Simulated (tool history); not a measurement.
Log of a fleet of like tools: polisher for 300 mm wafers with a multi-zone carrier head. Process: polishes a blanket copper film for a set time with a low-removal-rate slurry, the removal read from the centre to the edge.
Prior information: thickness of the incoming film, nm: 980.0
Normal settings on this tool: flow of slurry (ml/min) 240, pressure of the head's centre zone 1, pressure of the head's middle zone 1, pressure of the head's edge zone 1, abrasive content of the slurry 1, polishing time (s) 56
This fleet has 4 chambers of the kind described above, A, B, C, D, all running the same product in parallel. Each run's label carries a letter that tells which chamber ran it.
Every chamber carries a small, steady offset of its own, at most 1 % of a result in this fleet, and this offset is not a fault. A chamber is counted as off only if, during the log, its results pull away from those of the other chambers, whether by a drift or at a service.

run	hour	flow of slurry (ml/min)	pressure of the head's centre zone	pressure of the head's middle zone	pressure of the head's edge zone	abrasive content of the slurry	polishing time (s)	film removed at the wafer's centre (nm)	film removed at mid-radius (nm)	film removed at the wafer's edge (nm)
1C	5.7	240	1	1	1	1	56	93.481	93.729	95.032
2A	10.9	240	1	1	1	1	56	92.132	94.234	92.012
# hour 13.6: chamber C: edge zone pressure recalibrated
3D	20	240	1	1	1	1	56	91.183	94.692	91.886
4B	27.2	240	1	1	1	1	56	91.05	93.028	92.482
# hour 29.3: chamber C: worn pad replaced by a new one
5B	36	240	1	1	1	1.2	56	95.854	97.276	94.462
6C	40.7	240	1	1	1	1.2	56	96.574	97.496	97.949
7D	47.3	240	1	1	1	1.2	56	95.722	96.818	96.73
8A	51.8	240	1	1	1	1.2	56	96.151	97.221	95.059
# hour 53.2: chamber B: worn pad replaced by a new one
# hour 56.7: chamber D: edge zone pressure recalibrated
9A	59.7	240	1	1	1	1	56	91.348	92.262	91.091
# hour 66.6: chamber D: worn pad replaced by a new one
10B	67	240	1	1	1	1	56	91.656	93.643	92
11D	73.6	240	1	1	1	1	56	92.197	92.096	90.144
12C	77.8	240	1	1	1	1	56	91.741	92.725	93.523
13D	86.9	240	1	1	1	1	56	92.323	91.307	91.055
14C	91.5	240	1	1	1	1	56	91.87	92.079	91.879
15B	97.1	240	1	1	1	1	56	92.303	94.844	92.143
16A	102.6	240	1	1	1	1	56	89.905	87.965	89.314
# hour 110.2: chamber C: worn pad replaced by a new one
17C	111.3	240	1	1	1	1	56	91.371	92.938	95.01
18B	120.1	240	1	1	1	1	56	92.383	93.207	90.822
# hour 123.1: chamber B: centre zone pressure recalibrated
# hour 124.3: chamber B: worn pad replaced by a new one
19A	126.9	240	1	1	0.9	1.15	56	91.045	90.666	87.026
# hour 129: chamber B: slurry nozzle cleaned
20D	135.8	240	1	1	0.9	1.15	56	93.978	92.196	90.904
21A	144.1	240	1	1	0.9	1.15	56	89.939	89.53	83.187
22B	152.4	240	1	1	0.9	1.15	56	93.637	93.907	90.113
23D	157.4	240	1	1	1	1	56	91.775	91.7	91.789
24C	163.2	240	1	1	1	1	56	92.177	94.215	94.392
25A	171.4	240	1	1	1	1	56	82.213	82.59	82.842

Decide between three cases: one chamber stands off from its peers, the gauge reading all wafers drifts, or nothing is wrong past each chamber's small offset. Where a chamber is off, say which and what most likely put it there.

Little by little, chamber A moves away from the other chambers.
Most likely cause: removal rate lost through wear of the pad, % = 10.4.

Chamber A could run next with any of the 4 candidate recipes listed below; each alters the usual settings, and their results appear as question marks. Which one brings its results back in line with what the other chambers deliver on the usual settings?
Maximum distance from the other chambers' mean on the usual settings for a result to count as in line: film removed at the wafer's centre (nm) 3.1; film removed at mid-radius (nm) 3.8; film removed at the wafer's edge (nm) 3.1
26A-1	178.1	240	1	1	0.99	1	50	?	?	?
26A-2	178.1	235	1.01	1	0.99	0.95	45	?	?	?
26A-3	178.1	245	1	1	1.02	1.05	70	?	?	?
26A-4	178.1	240	1	1	1.01	1	62	?	?	?

Other chambers, usual settings, mean: film removed at the wafer's centre (nm) 92.248; film removed at mid-radius (nm) 92.437; film removed at the wafer's edge (nm) 92.23
run	film removed at the wafer's centre (nm)	film removed at mid-radius (nm)	film removed at the wafer's edge (nm)
26A-1	73.603	74.254	73.121
26A-2	66.035	65.903	64.944
26A-3	104.45	105.34	105.32
26A-4	91.268	92.072	91.63
The answer is 26A-4, which returns the chamber to within the allowed miss of the others.
